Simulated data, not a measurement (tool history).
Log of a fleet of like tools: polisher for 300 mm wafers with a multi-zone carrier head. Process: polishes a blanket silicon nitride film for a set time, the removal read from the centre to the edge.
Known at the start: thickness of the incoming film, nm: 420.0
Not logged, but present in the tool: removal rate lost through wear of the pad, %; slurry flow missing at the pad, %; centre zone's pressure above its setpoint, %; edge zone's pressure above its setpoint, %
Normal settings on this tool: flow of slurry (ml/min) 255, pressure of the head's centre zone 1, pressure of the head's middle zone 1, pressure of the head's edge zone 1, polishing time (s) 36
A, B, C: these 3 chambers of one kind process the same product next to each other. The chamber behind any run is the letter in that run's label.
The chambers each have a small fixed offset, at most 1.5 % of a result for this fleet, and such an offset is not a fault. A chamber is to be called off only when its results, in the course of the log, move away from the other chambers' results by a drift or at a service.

| run | day | flow of slurry (ml/min) | pressure of the head's centre zone | pressure of the head's middle zone | pressure of the head's edge zone | polishing time (s) | wafers polished on this pad | hours since the slurry nozzle was cleaned | hours since the centre zone pressure was calibrated | hours since the edge zone pressure was calibrated | film removed at the wafer's centre (nm) | film removed at mid-radius (nm) | film removed at the wafer's edge (nm) |
|---|---|---|---|---|---|---|---|---|---|---|---|---|---|
|  | 0.125 | chamber C: centre zone pressure recalibrated |
| 1C | 0.196 | 255 | 1 | 1 | 1 | 36 | 232 | 182.3 | 1.7 | 275.6 | 100.47 | 100.77 | 104.62 |
| 2A | 0.35 | 255 | 1 | 1 | 1 | 36 | 651 | 305.9 | 105 | 227.8 | 97.956 | 102.62 | 100.14 |
| 3B | 0.612 | 255 | 1 | 1 | 1 | 36 | 540 | 95.6 | 52.2 | 1118.5 | 100.02 | 102.66 | 101.61 |
| 4C | 0.775 | 255 | 1 | 1 | 1 | 36 | 436 | 196.2 | 15.6 | 289.5 | 98.306 | 100.91 | 102.51 |
|  | 0.808 | chamber A: worn pad replaced by a new one |
| 5A | 0.958 | 255 | 1 | 1 | 0.91 | 36 | 54 | 320.5 | 119.6 | 242.4 | 99.98 | 98.705 | 97.475 |
| 6B | 1.192 | 255 | 1 | 1 | 0.91 | 36 | 745 | 109.5 | 66.1 | 1132.4 | 100.46 | 99.682 | 95.947 |
| 7A | 1.442 | 255 | 1 | 1 | 0.91 | 36 | 224 | 332.1 | 131.2 | 254 | 100.02 | 100.54 | 93.65 |
| 8C | 1.592 | 255 | 1 | 1 | 1 | 36 | 724 | 215.8 | 35.2 | 309.1 | 98.537 | 99.779 | 101.12 |
| 9B | 1.746 | 255 | 1 | 1 | 1 | 36 | 940 | 122.8 | 79.4 | 1145.7 | 101.17 | 100.66 | 98.282 |
| 10A | 1.996 | 255 | 1.08 | 1 | 1 | 36 | 420 | 345.4 | 144.5 | 267.3 | 109.56 | 102.19 | 100.57 |
| 11C | 2.196 | 255 | 1.08 | 1 | 1 | 36 | 938 | 230.3 | 49.7 | 323.6 | 108.03 | 100.79 | 98.523 |
| 12B | 2.312 | 255 | 1.08 | 1 | 1 | 36 | 1140 | 136.4 | 93 | 1159.3 | 108.23 | 100.69 | 99.682 |
| 13B | 2.562 | 200 | 0.96 | 1 | 1 | 36 | 1229 | 142.4 | 99 | 1165.3 | 90.851 | 96.561 | 94.369 |
| 14C | 2.683 | 200 | 0.96 | 1 | 1 | 36 | 1110 | 242 | 61.4 | 335.3 | 93.062 | 96.089 | 98.298 |
| 15A | 2.933 | 200 | 0.96 | 1 | 1 | 36 | 751 | 367.9 | 167 | 289.8 | 92.413 | 97.113 | 96.656 |
| 16B | 3.133 | 255 | 1 | 1 | 1 | 36 | 1430 | 156.1 | 112.7 | 1179 | 98.984 | 97.435 | 97.576 |
| 17A | 3.296 | 255 | 1 | 1 | 1 | 36 | 879 | 376.6 | 175.7 | 298.5 | 99.873 | 100.54 | 99.086 |
| 18C | 3.421 | 255 | 1 | 1 | 1 | 36 | 1370 | 259.7 | 79.1 | 353 | 98.167 | 99.866 | 101.67 |
|  | 3.512 | chamber A: worn pad replaced by a new one |
| 19A | 3.658 | 255 | 1 | 1 | 1 | 36 | 52 | 385.3 | 184.4 | 307.2 | 102.09 | 99.109 | 100.69 |
|  | 3.667 | chamber C: worn pad replaced by a new one |
| 20B | 3.833 | 255 | 1 | 1 | 1 | 36 | 1677 | 172.9 | 129.5 | 1195.8 | 95.336 | 94.306 | 92.402 |
| 21C | 4.012 | 255 | 1 | 1 | 1 | 36 | 122 | 273.9 | 93.3 | 367.2 | 101.75 | 99.727 | 99.068 |
| 22B | 4.25 | 255 | 1 | 1 | 1 | 36 | 1824 | 182.9 | 139.5 | 1205.8 | 95.285 | 92.829 | 96.859 |
|  | 4.321 | chamber A: edge zone pressure recalibrated |
| 23C | 4.442 | 255 | 1 | 1 | 1 | 36 | 274 | 284.2 | 103.6 | 377.5 | 99.81 | 100.99 | 104.17 |
| 24A | 4.65 | 255 | 1 | 1 | 1 | 36 | 402 | 409.1 | 208.2 | 7.9 | 99.207 | 99.772 | 101.31 |
| 25A | 4.858 | 255 | 1 | 1 | 1 | 36 | 475 | 414.1 | 213.2 | 12.9 | 99.814 | 99.297 | 100.18 |
| 26B | 4.971 | 255 | 1 | 1 | 1 | 36 | 2079 | 200.2 | 156.8 | 1223.1 | 93.402 | 89.292 | 93.473 |
| 27C | 5.1 | 255 | 1 | 1 | 1 | 36 | 506 | 300 | 119.4 | 393.3 | 100.47 | 101.19 | 100.93 |
|  | 5.242 | chamber B: edge zone pressure recalibrated |
| 28C | 5.329 | 255 | 1 | 1 | 1 | 36 | 587 | 305.5 | 124.9 | 398.8 | 102.26 | 101.94 | 101.81 |
| 29A | 5.454 | 255 | 1 | 1 | 1 | 36 | 686 | 428.4 | 227.5 | 27.2 | 98.665 | 103.53 | 101.01 |
| 30B | 5.629 | 255 | 1 | 1 | 1 | 36 | 2311 | 216 | 172.6 | 9.3 | 91.112 | 88.332 | 89.381 |
| 31A | 5.858 | 255 | 1 | 1 | 1 | 36 | 828 | 438.1 | 237.2 | 36.9 | 102.03 | 98.781 | 98.274 |
| 32C | 5.992 | 255 | 1 | 1 | 1 | 36 | 821 | 321.4 | 140.8 | 414.7 | 100.52 | 102.22 | 99.6 |

All 3 chambers run these settings next. Forecast each chamber's results:
| 33A | 6.179 | 255 | 1 | 1 | 1 | 23 |  |  |  |  | ? | ? | ? |
| 33B | 6.179 | 255 | 1 | 1 | 1 | 23 |  |  |  |  | ? | ? | ? |
| 33C | 6.179 | 255 | 1 | 1 | 1 | 23 |  |  |  |  | ? | ? | ? |

| run | film removed at the wafer's centre (nm) | film removed at mid-radius (nm) | film removed at the wafer's edge (nm) |
|---|---|---|---|
| 33A | 64.314 | 63.417 | 64.6 |
| 33B | 57.633 | 58.041 | 55.519 |
| 33C | 64.379 | 64.337 | 64.135 |

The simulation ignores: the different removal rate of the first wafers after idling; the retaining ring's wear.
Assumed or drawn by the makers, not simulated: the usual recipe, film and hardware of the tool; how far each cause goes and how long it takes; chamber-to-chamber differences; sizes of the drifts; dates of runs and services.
